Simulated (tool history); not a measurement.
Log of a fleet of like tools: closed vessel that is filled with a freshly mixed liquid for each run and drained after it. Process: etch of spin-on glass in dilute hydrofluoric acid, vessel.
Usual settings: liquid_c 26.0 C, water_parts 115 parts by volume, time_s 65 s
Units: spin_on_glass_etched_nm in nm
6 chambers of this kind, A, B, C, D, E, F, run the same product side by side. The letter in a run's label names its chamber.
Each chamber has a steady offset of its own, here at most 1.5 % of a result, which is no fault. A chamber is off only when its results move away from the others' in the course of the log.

run,hour,liquid_c,water_parts,time_s,"read-back film thickness of the spin-on glass reference wafer, read on the same gauge (nm)",spin_on_glass_etched_nm
1B,10.8,26.0,115,65,120.01,24.615
2F,18.1,26.0,115,65,120.01,24.746
3C,25.4,26.0,115,65,120.01,24.015
# hour 38.0: chamber A: thermometer replaced
4A,38.7,26.0,115,65,120.00,23.917
5D,51.2,26.0,115,65,119.99,24.489
6E,58.7,23.0,115,80,120.03,26.645
7A,66.1,23.0,115,80,120.00,26.720
8E,73.3,23.0,115,80,120.00,26.859
9D,81.2,23.0,115,80,119.99,26.441
10C,90.2,23.0,115,80,120.01,26.466
11B,98.0,23.0,115,80,120.01,26.753
12F,104.0,26.0,115,65,119.98,24.602
13B,112.7,26.0,115,65,119.97,24.194
14E,119.9,26.0,115,65,120.00,24.534
15D,132.9,26.0,115,65,119.99,24.547
16F,142.7,26.0,115,65,119.99,24.422
17A,150.3,26.0,115,65,120.00,24.003
18C,160.0,26.0,115,65,119.95,24.080
19D,171.0,26.0,115,65,119.99,23.922
20F,178.0,26.0,115,65,119.98,24.478
21B,189.6,26.0,115,65,120.02,24.956
22C,202.5,26.0,115,65,119.99,24.167
23E,211.3,29.0,85,65,119.99,39.119
24A,222.6,29.0,85,65,120.00,38.161
25D,228.6,29.0,85,65,120.00,38.211
26B,237.4,29.0,85,65,120.01,38.179
# hour 242.3: chamber D: hydrofluoric acid flow meter replaced
27A,244.1,29.0,85,65,120.03,38.439
28C,255.0,29.0,85,65,120.00,37.197
29F,264.7,26.0,115,65,120.00,24.386
30E,274.2,26.0,115,65,119.97,24.360
31C,282.6,21.5,60,65,120.02,41.337
32B,290.2,21.5,60,65,120.03,41.814
33D,296.3,21.5,60,65,119.99,41.042
34F,306.6,21.5,60,65,119.99,42.015
35A,313.7,21.5,60,65,120.00,42.297
36E,320.8,21.5,60,65,120.01,41.988
37C,330.4,26.0,115,65,120.01,24.073
38A,337.1,26.0,80,65,120.01,36.560

What goes on in this fleet: one chamber off, a drifting gauge, or nothing beyond the chambers' own small offsets? Name the chamber and the cause, if any.

No chamber stands off beyond its own small offset, and the gauge holds steady.
